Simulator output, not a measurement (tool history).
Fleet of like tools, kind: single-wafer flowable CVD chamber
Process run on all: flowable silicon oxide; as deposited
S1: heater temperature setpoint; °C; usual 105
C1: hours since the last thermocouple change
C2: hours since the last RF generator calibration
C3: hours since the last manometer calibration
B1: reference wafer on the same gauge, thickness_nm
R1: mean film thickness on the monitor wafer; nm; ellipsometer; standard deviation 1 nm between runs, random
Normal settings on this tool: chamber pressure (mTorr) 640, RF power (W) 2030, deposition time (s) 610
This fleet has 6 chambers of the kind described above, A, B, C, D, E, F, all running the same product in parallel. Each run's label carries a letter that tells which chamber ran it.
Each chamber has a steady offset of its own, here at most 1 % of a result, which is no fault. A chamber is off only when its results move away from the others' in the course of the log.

Run 1C, day 0.221: usual settings; C1 523.2; C2 845; C3 1078.7; B1 192.02. Result: R1 233.99 nm.
Run 2E, day 0.421: usual settings; C1 1909.1; C2 382.4; C3 425.8; B1 191.94. Result: R1 231.05 nm.
At day 0.454: chamber D: capacitance manometer re-zeroed and calibrated.
Run 3D, day 0.642: usual settings; C1 368.4; C2 910.7; C3 4.6; B1 192.04. Result: R1 232.7 nm.
Run 4B, day 0.883: usual settings; C1 976.9; C2 1199; C3 2159.7; B1 192.16. Result: R1 231.99 nm.
Run 5F, day 1.108: usual settings; C1 948; C2 770.9; C3 94.3; B1 191.93. Result: R1 233.73 nm.
Run 6A, day 1.433: usual settings; C1 524.8; C2 1406; C3 773.9; B1 192.05. Result: R1 234.69 nm.
Run 7C, day 1.667: usual settings but S1 96 °C, chamber pressure (mTorr) 711; C1 557.9; C2 879.7; C3 1113.4; B1 192.03. Result: R1 364.39 nm.
Run 8D, day 1.892: usual settings but S1 96 °C, chamber pressure (mTorr) 711; C1 398.4; C2 940.7; C3 34.6; B1 192.12. Result: R1 366.77 nm.
Run 9A, day 2.171: usual settings but S1 96 °C, chamber pressure (mTorr) 711; C1 542.5; C2 1423.7; C3 791.6; B1 191.91. Result: R1 367.66 nm.
Run 10E, day 2.388: usual settings but S1 96 °C, chamber pressure (mTorr) 711; C1 1956.3; C2 429.6; C3 473; B1 192.01. Result: R1 358.84 nm.
Run 11F, day 2.558: usual settings but S1 96 °C, chamber pressure (mTorr) 711; C1 982.8; C2 805.7; C3 129.1; B1 191.88. Result: R1 370.13 nm.
Run 12B, day 2.912: usual settings but S1 96 °C, chamber pressure (mTorr) 711; C1 1025.6; C2 1247.7; C3 2208.4; B1 191.91. Result: R1 359.9 nm.
Run 13B, day 3.242: usual settings but chamber pressure (mTorr) 706, deposition time (s) 502; C1 1033.5; C2 1255.6; C3 2216.3; B1 192.05. Result: R1 215.95 nm.
Run 14C, day 3.458: usual settings but chamber pressure (mTorr) 706, deposition time (s) 502; C1 600.9; C2 922.7; C3 1156.4; B1 192.09. Result: R1 216.83 nm.
Run 15F, day 3.796: usual settings but chamber pressure (mTorr) 706, deposition time (s) 502; C1 1012.5; C2 835.4; C3 158.8; B1 192.03. Result: R1 220.03 nm.
Run 16D, day 4.054: usual settings but chamber pressure (mTorr) 706, deposition time (s) 502; C1 450.3; C2 992.6; C3 86.5; B1 191.96. Result: R1 220.26 nm.
Run 17E, day 4.388: usual settings but chamber pressure (mTorr) 706, deposition time (s) 502; C1 2004.3; C2 477.6; C3 521; B1 192.1. Result: R1 218.8 nm.
Run 18A, day 4.612: usual settings but chamber pressure (mTorr) 706, deposition time (s) 502; C1 601.1; C2 1482.3; C3 850.2; B1 191.98. Result: R1 217.78 nm.
Run 19B, day 4.917: usual settings; C1 1073.7; C2 1295.8; C3 2256.5; B1 192.11. Result: R1 232.18 nm.
Run 20D, day 5.229: usual settings but S1 90 °C, deposition time (s) 659; C1 478.5; C2 1020.8; C3 114.7; B1 192.17. Result: R1 422.4 nm.
Run 21F, day 5.475: usual settings but S1 90 °C, deposition time (s) 659; C1 1052.8; C2 875.7; C3 199.1; B1 191.9. Result: R1 423.4 nm.
Run 22C, day 5.683: usual settings but S1 90 °C, deposition time (s) 659; C1 654.3; C2 976.1; C3 1209.8; B1 191.9. Result: R1 414.15 nm.
Run 23A, day 5.904: usual settings but S1 90 °C, deposition time (s) 659; C1 632.1; C2 1513.3; C3 881.2; B1 191.95. Result: R1 418.29 nm.
Run 24E, day 6.212: usual settings but S1 90 °C, deposition time (s) 659; C1 2048.1; C2 521.4; C3 564.8; B1 191.87. Result: R1 412.4 nm.
Run 25D, day 6.538: usual settings but S1 90 °C, deposition time (s) 659; C1 509.9; C2 1052.2; C3 146.1; B1 191.87. Result: R1 423.24 nm.
Run 26C, day 6.833: usual settings; C1 681.9; C2 1003.7; C3 1237.4; B1 191.9. Result: R1 230.91 nm.
Run 27A, day 7.158: usual settings; C1 662.2; C2 1543.4; C3 911.3; B1 191.98. Result: R1 234.46 nm.
At day 7.208: chamber B: RF generator calibrated.
Run 28E, day 7.35: usual settings; C1 2075.4; C2 548.7; C3 592.1; B1 192.03. Result: R1 233.33 nm.
Run 29F, day 7.617: usual settings; C1 1104.2; C2 927.1; C3 250.5; B1 192.04. Result: R1 235.56 nm.
Run 30B, day 7.958: usual settings but RF power (W) 2185; C1 1146.7; C2 18; C3 2329.5; B1 192.02. Result: R1 236.33 nm.
Run 31F, day 8.238: usual settings but RF power (W) 2185; C1 1119.1; C2 942; C3 265.4; B1 191.87. Result: R1 239.16 nm.
Run 32B, day 8.454: usual settings but RF power (W) 2185; C1 1158.6; C2 29.9; C3 2341.4; B1 191.97. Result: R1 234.59 nm.
Run 33A, day 8.762: usual settings but RF power (W) 2185; C1 700.7; C2 1581.9; C3 949.8; B1 191.99. Result: R1 238.67 nm.
Run 34E, day 8.95: usual settings but RF power (W) 2185; C1 2113.8; C2 587.1; C3 630.5; B1 192.13. Result: R1 234.54 nm.
Run 35C, day 9.204: usual settings but RF power (W) 2185; C1 738.8; C2 1060.6; C3 1294.3; B1 191.9. Result: R1 235.17 nm.
Run 36D, day 9.475: usual settings; C1 580.4; C2 1122.7; C3 216.6; B1 192.06. Result: R1 237.42 nm.
Run 37B, day 9.754: usual settings but chamber pressure (mTorr) 568; C1 1189.8; C2 61.1; C3 2372.6; B1 191.84. Result: R1 197.01 nm.
Run 38D, day 9.962: usual settings but chamber pressure (mTorr) 568; C1 592.1; C2 1134.4; C3 228.3; B1 191.86. Result: R1 202.48 nm.
Run 39E, day 10.196: usual settings but chamber pressure (mTorr) 568; C1 2143.7; C2 617; C3 660.4; B1 191.96. Result: R1 198.1 nm.
Run 40F, day 10.529: usual settings but chamber pressure (mTorr) 568; C1 1174.1; C2 997; C3 320.4; B1 192.12. Result: R1 199.75 nm.
Run 41C, day 10.7: usual settings but chamber pressure (mTorr) 568; C1 774.7; C2 1096.5; C3 1330.2; B1 192.04. Result: R1 196.01 nm.
Run 42A, day 10.958: usual settings but chamber pressure (mTorr) 568; C1 753.4; C2 1634.6; C3 1002.5; B1 191.8. Result: R1 197.3 nm.

Is one chamber off against the others, does the gauge drift, or is nothing wrong? If a chamber is off, say which, and what the likeliest cause is.

Little by little, chamber D moves away from the other chambers.
Most likely cause: wafer temperature below the value expected at the setpoint (K) = 0.722.
Not necessarily distinguishable in this log from: true pressure above the setpoint (%).

Below are 4 candidate recipes for chamber D's next run, each the usual settings with a change, their results shown as question marks. Which of them brings D's results back in line with what the other chambers give on the usual settings?
In line here means within this much of the mean the other chambers give on the usual settings: R1 3.5 nm
Run 43D-1, day 11.217: usual settings but RF power (W) 2050, deposition time (s) 640. Result: R1 ?.
Run 43D-2, day 11.217: usual settings but chamber pressure (mTorr) 622, deposition time (s) 602. Result: R1 ?.
Run 43D-3, day 11.217: usual settings but deposition time (s) 595. Result: R1 ?.
Run 43D-4, day 11.217: usual settings but chamber pressure (mTorr) 649, deposition time (s) 614. Result: R1 ?.

On the usual settings, the other chambers give on average: R1 232.89 nm
  run      R1
43D-1  251.19
43D-2  226.89
43D-3  233.09
43D-4  245.14
43D-3 is the one that brings the chamber's results back in line with the other chambers.
